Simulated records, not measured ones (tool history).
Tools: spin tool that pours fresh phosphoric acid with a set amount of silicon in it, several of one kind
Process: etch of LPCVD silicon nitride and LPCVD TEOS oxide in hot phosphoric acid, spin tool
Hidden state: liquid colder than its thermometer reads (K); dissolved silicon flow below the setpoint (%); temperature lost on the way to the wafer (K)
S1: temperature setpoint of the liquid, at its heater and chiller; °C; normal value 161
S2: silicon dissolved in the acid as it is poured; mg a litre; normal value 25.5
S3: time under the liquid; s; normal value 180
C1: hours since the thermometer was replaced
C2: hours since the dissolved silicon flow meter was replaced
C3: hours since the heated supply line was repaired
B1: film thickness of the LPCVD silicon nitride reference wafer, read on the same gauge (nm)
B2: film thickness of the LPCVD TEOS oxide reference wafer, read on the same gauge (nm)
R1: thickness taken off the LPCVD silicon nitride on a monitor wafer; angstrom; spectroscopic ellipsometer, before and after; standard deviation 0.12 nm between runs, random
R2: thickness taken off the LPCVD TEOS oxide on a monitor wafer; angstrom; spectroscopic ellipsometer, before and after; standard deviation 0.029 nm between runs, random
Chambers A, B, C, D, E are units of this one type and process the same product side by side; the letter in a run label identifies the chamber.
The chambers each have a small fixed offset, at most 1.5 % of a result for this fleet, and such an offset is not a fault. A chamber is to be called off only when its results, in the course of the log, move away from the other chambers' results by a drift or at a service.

| run | hour | S1 | S2 | S3 | C1 | C2 | C3 | B1 | B2 | R1 | R2 |
|---|---|---|---|---|---|---|---|---|---|---|---|
| 1D | 2.8 | 161 | 25.5 | 180 | 268.1 | 862.7 | 285.2 | 120.02 | 150.01 | 161.01 | 4.9828 |
| 2C | 7.6 | 161 | 25.5 | 180 | 824.6 | 677.6 | 2227.2 | 120.02 | 149.98 | 159.38 | 4.3274 |
|  | 12.2 | chamber D: dissolved silicon flow meter replaced |
| 3E | 12.4 | 161 | 25.5 | 180 | 1635.7 | 1132.1 | 469.3 | 120 | 150 | 159.06 | 4.4891 |
| 4A | 16.8 | 161 | 25.5 | 180 | 2415.5 | 236 | 502.3 | 120.01 | 150.01 | 162.25 | 4.4225 |
| 5B | 19.2 | 161 | 25.5 | 180 | 971.7 | 286 | 602.8 | 120.03 | 150.01 | 157.55 | 4.9161 |
| 6E | 22.5 | 161 | 25.5 | 180 | 1645.8 | 1142.2 | 479.4 | 120.02 | 149.99 | 160.82 | 4.4774 |
| 7B | 25.3 | 161 | 25.5 | 180 | 977.8 | 292.1 | 608.9 | 120 | 149.99 | 159.28 | 4.5766 |
| 8A | 28.6 | 161 | 11.5 | 180 | 2427.3 | 247.8 | 514.1 | 120.01 | 149.98 | 162.15 | 6.5838 |
| 9D | 32.4 | 161 | 11.5 | 180 | 297.7 | 20.2 | 314.8 | 120.01 | 150 | 158.44 | 6.5308 |
| 10C | 35.7 | 161 | 11.5 | 180 | 852.7 | 705.7 | 2255.3 | 119.96 | 149.99 | 159.34 | 6.7379 |
| 11D | 39.9 | 161 | 11.5 | 180 | 305.2 | 27.7 | 322.3 | 119.98 | 149.99 | 158.34 | 6.8555 |
| 12A | 44.6 | 161 | 11.5 | 180 | 2443.3 | 263.8 | 530.1 | 120.02 | 150.01 | 159.57 | 6.1839 |
| 13C | 49.3 | 161 | 25.5 | 180 | 866.3 | 719.3 | 2268.9 | 119.97 | 150 | 156.32 | 4.8444 |
| 14B | 52.7 | 161 | 25.5 | 180 | 1005.2 | 319.5 | 636.3 | 120 | 149.98 | 160.45 | 4.8148 |
| 15E | 57.5 | 161 | 25.5 | 180 | 1680.8 | 1177.2 | 514.4 | 120.03 | 150.01 | 159.64 | 4.7455 |
| 16B | 60.5 | 161 | 25.5 | 180 | 1013 | 327.3 | 644.1 | 119.99 | 149.99 | 159.26 | 4.1317 |
| 17C | 63.5 | 161 | 25.5 | 180 | 880.5 | 733.5 | 2283.1 | 120.04 | 150.01 | 159.82 | 4.7719 |
| 18D | 68.7 | 161 | 25.5 | 180 | 334 | 56.5 | 351.1 | 119.99 | 150.01 | 155.29 | 4.5535 |
| 19E | 71.9 | 161 | 25.5 | 180 | 1695.2 | 1191.6 | 528.8 | 119.99 | 150.01 | 160.67 | 4.547 |
| 20A | 74.6 | 161 | 25.5 | 180 | 2473.3 | 293.8 | 560.1 | 120.05 | 149.98 | 158.5 | 4.3071 |
| 21B | 77.4 | 161 | 25.5 | 180 | 1029.9 | 344.2 | 661 | 120.02 | 150 | 160.97 | 4.5683 |
| 22C | 80.1 | 161 | 25.5 | 180 | 897.1 | 750.1 | 2299.7 | 120.02 | 149.98 | 157.91 | 4.1683 |
|  | 81.9 | chamber A: thermometer replaced |
| 23E | 83.8 | 161 | 25.5 | 180 | 1707.1 | 1203.5 | 540.7 | 119.98 | 150 | 161.62 | 4.5808 |
| 24D | 87.5 | 161 | 13 | 75 | 352.8 | 75.3 | 369.9 | 120.03 | 150 | 64.477 | 2.3998 |
| 25A | 92.4 | 161 | 13 | 75 | 10.6 | 311.6 | 577.9 | 119.99 | 150 | 66.332 | 2.6528 |
|  | 97.4 | chamber C: dissolved silicon flow meter replaced |
| 26E | 97.5 | 161 | 13 | 75 | 1720.8 | 1217.2 | 554.4 | 120.01 | 150 | 67.858 | 2.4929 |
| 27C | 99.9 | 161 | 13 | 75 | 916.9 | 2.6 | 2319.5 | 119.95 | 149.99 | 66.28 | 2.7808 |
| 28B | 103.2 | 161 | 13 | 75 | 1055.7 | 370 | 686.8 | 119.97 | 149.98 | 65.828 | 2.6311 |
| 29D | 108.1 | 164 | 25.5 | 90 | 373.4 | 95.9 | 390.5 | 119.98 | 150 | 85.171 | 2.7268 |
| 30A | 113.1 | 164 | 25.5 | 90 | 31.3 | 332.3 | 598.6 | 120 | 150.03 | 88.747 | 2.5342 |
| 31C | 116.9 | 164 | 25.5 | 90 | 933.9 | 19.6 | 2336.5 | 119.97 | 150.01 | 87.875 | 2.7934 |
| 32E | 119.3 | 164 | 25.5 | 90 | 1742.6 | 1239 | 576.2 | 120.03 | 150 | 90.711 | 2.6507 |
| 33D | 123.8 | 164 | 25.5 | 90 | 389.1 | 111.6 | 406.2 | 119.97 | 149.97 | 83.044 | 2.2174 |
| 34B | 126.8 | 161 | 25.5 | 180 | 1079.3 | 393.6 | 710.4 | 120.03 | 150.01 | 159.27 | 4.9054 |
| 35A | 131 | 161 | 25.5 | 180 | 49.2 | 350.2 | 616.5 | 119.95 | 150.01 | 160.87 | 4.2255 |
| 36B | 135.4 | 161 | 25.5 | 180 | 1087.9 | 402.2 | 719 | 120.01 | 149.98 | 158.48 | 4.8529 |
| 37D | 138.7 | 161 | 25.5 | 180 | 404 | 126.5 | 421.1 | 120 | 149.99 | 150.15 | 4.081 |

For the next run the whole fleet of 5 chambers uses the same settings. Give each chamber's results:
| 38A | 142.4 | 164 | 25.5 | 180 |  |  |  |  |  | ? | ? |
| 38B | 142.4 | 164 | 25.5 | 180 |  |  |  |  |  | ? | ? |
| 38C | 142.4 | 164 | 25.5 | 180 |  |  |  |  |  | ? | ? |
| 38D | 142.4 | 164 | 25.5 | 180 |  |  |  |  |  | ? | ? |
| 38E | 142.4 | 164 | 25.5 | 180 |  |  |  |  |  | ? | ? |

| run | R1 | R2 |
|---|---|---|
| 38A | 176.35 | 5.7131 |
| 38B | 176.19 | 6.1019 |
| 38C | 175.42 | 6.0295 |
| 38D | 164.55 | 4.9021 |
| 38E | 177.14 | 6.1256 |
